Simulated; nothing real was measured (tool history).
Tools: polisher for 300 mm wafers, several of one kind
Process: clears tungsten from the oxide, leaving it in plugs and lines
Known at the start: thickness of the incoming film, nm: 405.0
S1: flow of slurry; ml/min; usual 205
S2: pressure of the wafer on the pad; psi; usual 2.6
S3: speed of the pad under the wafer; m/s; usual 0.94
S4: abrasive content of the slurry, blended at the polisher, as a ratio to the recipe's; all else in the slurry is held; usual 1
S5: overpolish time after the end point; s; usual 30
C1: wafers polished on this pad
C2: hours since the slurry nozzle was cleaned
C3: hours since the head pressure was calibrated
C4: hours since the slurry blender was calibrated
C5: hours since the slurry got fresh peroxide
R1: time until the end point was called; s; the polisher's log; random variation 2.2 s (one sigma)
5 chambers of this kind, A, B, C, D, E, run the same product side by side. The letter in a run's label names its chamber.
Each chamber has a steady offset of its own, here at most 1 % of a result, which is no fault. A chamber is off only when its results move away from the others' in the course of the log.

{"hour": 3.0, "done": "chamber A: head pressure recalibrated"}
{"run": "1A", "hour": 4.9, "S1": 205, "S2": 2.6, "S3": 0.94, "S4": 1, "S5": 30, "C1": 170, "C2": 418.5, "C3": 1.9, "C4": 132.3, "C5": 151.9, "R1": 146.58}
{"run": "2B", "hour": 8.9, "S1": 205, "S2": 2.6, "S3": 0.94, "S4": 1, "S5": 30, "C1": 992, "C2": 269.8, "C3": 634.6, "C4": 118.1, "C5": 55.6, "R1": 148.99}
{"run": "3C", "hour": 13.0, "S1": 205, "S2": 2.6, "S3": 0.94, "S4": 1, "S5": 30, "C1": 199, "C2": 265.9, "C3": 208, "C4": 64.6, "C5": 128.7, "R1": 144.05}
{"run": "4E", "hour": 17.5, "S1": 205, "S2": 2.6, "S3": 0.94, "S4": 1, "S5": 30, "C1": 1065, "C2": 470.6, "C3": 635, "C4": 41.1, "C5": 89.7, "R1": 145.09}
{"hour": 19.0, "done": "chamber E: slurry tank refilled with fresh slurry and peroxide"}
{"run": "5D", "hour": 20.9, "S1": 205, "S2": 2.6, "S3": 0.94, "S4": 1, "S5": 30, "C1": 826, "C2": 323.9, "C3": 420.8, "C4": 187.8, "C5": 123.9, "R1": 148.96}
{"hour": 25.2, "done": "chamber A: slurry tank refilled with fresh slurry and peroxide"}
{"run": "6E", "hour": 25.4, "S1": 235, "S2": 2.6, "S3": 0.94, "S4": 0.75, "S5": 30, "C1": 1126, "C2": 478.5, "C3": 642.9, "C4": 49, "C5": 6.5, "R1": 156.04}
{"run": "7B", "hour": 28.4, "S1": 235, "S2": 2.6, "S3": 0.94, "S4": 0.75, "S5": 30, "C1": 1145, "C2": 289.3, "C3": 654.1, "C4": 137.6, "C5": 75.1, "R1": 156.65}
{"run": "8D", "hour": 32.0, "S1": 235, "S2": 2.6, "S3": 0.94, "S4": 0.75, "S5": 30, "C1": 912, "C2": 335, "C3": 431.9, "C4": 198.9, "C5": 135, "R1": 162.38}
{"hour": 35.7, "done": "chamber E: worn pad replaced by a new one"}
{"run": "9A", "hour": 36.6, "S1": 235, "S2": 2.6, "S3": 0.94, "S4": 0.75, "S5": 30, "C1": 417, "C2": 450.2, "C3": 33.6, "C4": 164, "C5": 11.5, "R1": 154.48}
{"run": "10C", "hour": 40.8, "S1": 235, "S2": 2.6, "S3": 0.94, "S4": 0.75, "S5": 30, "C1": 416, "C2": 293.7, "C3": 235.8, "C4": 92.4, "C5": 156.5, "R1": 155.48}
{"run": "11D", "hour": 43.8, "S1": 245, "S2": 2.6, "S3": 0.94, "S4": 1, "S5": 46, "C1": 1004, "C2": 346.8, "C3": 443.7, "C4": 210.7, "C5": 146.8, "R1": 147.7}
{"run": "12C", "hour": 47.0, "S1": 245, "S2": 2.6, "S3": 0.94, "S4": 1, "S5": 46, "C1": 465, "C2": 299.9, "C3": 242, "C4": 98.6, "C5": 162.7, "R1": 148.51}
{"hour": 51.6, "done": "chamber B: worn pad replaced by a new one"}
{"run": "13B", "hour": 51.8, "S1": 245, "S2": 2.6, "S3": 0.94, "S4": 1, "S5": 46, "C1": 2, "C2": 312.7, "C3": 677.5, "C4": 161, "C5": 98.5, "R1": 140.46}
{"run": "14A", "hour": 56.7, "S1": 245, "S2": 2.6, "S3": 0.94, "S4": 1, "S5": 46, "C1": 574, "C2": 470.3, "C3": 53.7, "C4": 184.1, "C5": 31.6, "R1": 145.92}
{"hour": 61.3, "done": "chamber C: slurry tank refilled with fresh slurry and peroxide"}
{"run": "15E", "hour": 61.6, "S1": 245, "S2": 2.6, "S3": 0.94, "S4": 1, "S5": 46, "C1": 202, "C2": 514.7, "C3": 679.1, "C4": 85.2, "C5": 42.7, "R1": 145.74}
{"hour": 66.5, "done": "chamber D: worn pad replaced by a new one"}
{"run": "16E", "hour": 66.7, "S1": 205, "S2": 2.6, "S3": 0.94, "S4": 1, "S5": 30, "C1": 242, "C2": 519.8, "C3": 684.2, "C4": 90.3, "C5": 47.8, "R1": 146.79}
{"hour": 69.5, "done": "chamber D: slurry tank refilled with fresh slurry and peroxide"}
{"run": "17A", "hour": 71.7, "S1": 205, "S2": 2.6, "S3": 0.94, "S4": 1, "S5": 30, "C1": 691, "C2": 485.3, "C3": 68.7, "C4": 199.1, "C5": 46.6, "R1": 151.59}
{"run": "18B", "hour": 74.5, "S1": 205, "S2": 2.6, "S3": 0.94, "S4": 1, "S5": 30, "C1": 179, "C2": 335.4, "C3": 700.2, "C4": 183.7, "C5": 121.2, "R1": 151.98}
{"run": "19C", "hour": 78.1, "S1": 205, "S2": 2.6, "S3": 0.94, "S4": 1, "S5": 30, "C1": 707, "C2": 331, "C3": 273.1, "C4": 129.7, "C5": 16.9, "R1": 145.44}
{"hour": 80.0, "done": "chamber A: slurry blender recalibrated"}
{"run": "20D", "hour": 80.6, "S1": 205, "S2": 2.6, "S3": 0.94, "S4": 1, "S5": 30, "C1": 110, "C2": 383.6, "C3": 480.5, "C4": 247.5, "C5": 11.2, "R1": 147.02}
{"run": "21C", "hour": 85.5, "S1": 205, "S2": 2.6, "S3": 0.94, "S4": 1, "S5": 30, "C1": 765, "C2": 338.4, "C3": 280.5, "C4": 137.1, "C5": 24.3, "R1": 151.06}
{"hour": 88.3, "done": "chamber B: slurry nozzle cleaned"}
{"run": "22B", "hour": 89.0, "S1": 205, "S2": 2.6, "S3": 0.94, "S4": 1, "S5": 30, "C1": 292, "C2": 0.7, "C3": 714.7, "C4": 198.2, "C5": 135.7, "R1": 144.81}
{"run": "23A", "hour": 92.4, "S1": 205, "S2": 2.6, "S3": 0.94, "S4": 1, "S5": 30, "C1": 853, "C2": 506, "C3": 89.4, "C4": 12.5, "C5": 67.3, "R1": 150.24}
{"run": "24D", "hour": 97.0, "S1": 205, "S2": 2.6, "S3": 0.94, "S4": 1, "S5": 30, "C1": 238, "C2": 400, "C3": 496.9, "C4": 263.9, "C5": 27.6, "R1": 147.37}
{"hour": 98.4, "done": "chamber B: slurry tank refilled with fresh slurry and peroxide"}
{"run": "25E", "hour": 99.3, "S1": 205, "S2": 2.6, "S3": 0.94, "S4": 1, "S5": 30, "C1": 496, "C2": 552.4, "C3": 716.8, "C4": 122.9, "C5": 80.4, "R1": 148.29}
{"run": "26D", "hour": 102.3, "S1": 205, "S2": 2.6, "S3": 0.94, "S4": 1, "S5": 30, "C1": 279, "C2": 405.3, "C3": 502.2, "C4": 269.2, "C5": 32.9, "R1": 148.85}
{"hour": 102.4, "done": "chamber E: slurry blender recalibrated"}
{"hour": 104.2, "done": "chamber E: slurry tank refilled with fresh slurry and peroxide"}
{"run": "27A", "hour": 105.8, "S1": 205, "S2": 2.6, "S3": 0.94, "S4": 1, "S5": 30, "C1": 957, "C2": 519.4, "C3": 102.8, "C4": 25.9, "C5": 80.7, "R1": 153.7}
{"hour": 107.5, "done": "chamber C: slurry nozzle cleaned"}
{"run": "28E", "hour": 109.0, "S1": 205, "S2": 2.6, "S3": 0.94, "S4": 1, "S5": 30, "C1": 572, "C2": 562.1, "C3": 726.5, "C4": 6.7, "C5": 4.9, "R1": 149.41}
{"run": "29C", "hour": 114.0, "S1": 205, "S2": 2.6, "S3": 0.94, "S4": 1, "S5": 30, "C1": 987, "C2": 6.5, "C3": 309, "C4": 165.6, "C5": 52.8, "R1": 142.72}
{"run": "30B", "hour": 116.9, "S1": 205, "S2": 2.6, "S3": 0.94, "S4": 1, "S5": 30, "C1": 509, "C2": 28.6, "C3": 742.6, "C4": 226.1, "C5": 18.5, "R1": 152.09}
{"run": "31E", "hour": 120.8, "S1": 205, "S2": 2.6, "S3": 0.94, "S4": 1, "S5": 30, "C1": 664, "C2": 573.9, "C3": 738.3, "C4": 18.5, "C5": 16.7, "R1": 149.97}
{"run": "32B", "hour": 123.9, "S1": 205, "S2": 2.6, "S3": 0.94, "S4": 1, "S5": 30, "C1": 564, "C2": 35.6, "C3": 749.6, "C4": 233.1, "C5": 25.5, "R1": 149.43}
{"hour": 127.3, "done": "chamber A: slurry nozzle cleaned"}
{"run": "33D", "hour": 128.5, "S1": 205, "S2": 2.6, "S3": 0.94, "S4": 1, "S5": 30, "C1": 483, "C2": 431.5, "C3": 528.4, "C4": 295.4, "C5": 59.1, "R1": 149.25}
{"run": "34C", "hour": 131.8, "S1": 205, "S2": 2.6, "S3": 0.94, "S4": 1, "S5": 30, "C1": 1126, "C2": 24.3, "C3": 326.8, "C4": 183.4, "C5": 70.6, "R1": 147.66}
{"run": "35A", "hour": 136.4, "S1": 205, "S2": 2.6, "S3": 0.94, "S4": 1, "S5": 30, "C1": 1196, "C2": 9.2, "C3": 133.4, "C4": 56.5, "C5": 111.3, "R1": 161.5}
{"run": "36E", "hour": 141.4, "S1": 205, "S2": 2.6, "S3": 0.94, "S4": 1, "S5": 30, "C1": 825, "C2": 594.5, "C3": 758.9, "C4": 39.1, "C5": 37.3, "R1": 154.82}
{"run": "37B", "hour": 145.1, "S1": 205, "S2": 2.6, "S3": 0.94, "S4": 1, "S5": 30, "C1": 729, "C2": 56.8, "C3": 770.8, "C4": 254.3, "C5": 46.7, "R1": 146.65}
{"run": "38C", "hour": 147.6, "S1": 205, "S2": 2.6, "S3": 0.94, "S4": 1, "S5": 30, "C1": 1250, "C2": 40.1, "C3": 342.6, "C4": 199.2, "C5": 86.4, "R1": 151.05}
{"run": "39A", "hour": 152.7, "S1": 205, "S2": 2.6, "S3": 0.94, "S4": 1, "S5": 30, "C1": 1323, "C2": 25.5, "C3": 149.7, "C4": 72.8, "C5": 127.6, "R1": 168.45}
{"run": "40D", "hour": 155.4, "S1": 205, "S2": 2.6, "S3": 0.94, "S4": 1, "S5": 30, "C1": 693, "C2": 458.4, "C3": 555.3, "C4": 322.3, "C5": 86, "R1": 150.25}
{"run": "41A", "hour": 159.4, "S1": 205, "S2": 2.6, "S3": 0.94, "S4": 1, "S5": 30, "C1": 1375, "C2": 32.2, "C3": 156.4, "C4": 79.5, "C5": 134.3, "R1": 169.44}
{"run": "42B", "hour": 161.9, "S1": 205, "S2": 2.6, "S3": 0.94, "S4": 0.75, "S5": 30, "C1": 861, "C2": 73.6, "C3": 787.6, "C4": 271.1, "C5": 63.5, "R1": 157.71}

Is one chamber off against the others, does the gauge drift, or is nothing wrong? If a chamber is off, say which, and what the likeliest cause is.

Chamber A drifts away from the others.
Cause: removal rate lost through wear of the pad, % = 11.2.
The log may not tell that from: head's pressure below its setpoint, %; peroxide lost from the slurry, %.

Here are 4 candidates for chamber A's next run, each the usual settings with a change, their results left as question marks. Which one brings its results back in line with what the others give on the usual settings?
In line means no further than this from the other chambers' mean on the usual settings: R1 7.9 s
{"run": "43A-1", "hour": 165.5, "S1": 205, "S2": 2.6, "S3": 0.92, "S4": 1, "S5": 30, "R1": "?"}
{"run": "43A-2", "hour": 165.5, "S1": 210, "S2": 2.6, "S3": 1.06, "S4": 1, "S5": 30, "R1": "?"}
{"run": "43A-3", "hour": 165.5, "S1": 205, "S2": 2.6, "S3": 0.96, "S4": 1, "S5": 30, "R1": "?"}
{"run": "43A-4", "hour": 165.5, "S1": 205, "S2": 2.4, "S3": 0.88, "S4": 1, "S5": 30, "R1": "?"}

The other chambers' mean on the usual settings: R1 147.87 s
run=43A-1 R1=170.85
run=43A-2 R1=148.07
run=43A-3 R1=163.81
run=43A-4 R1=193.55
43A-2 brings the chamber back in line.
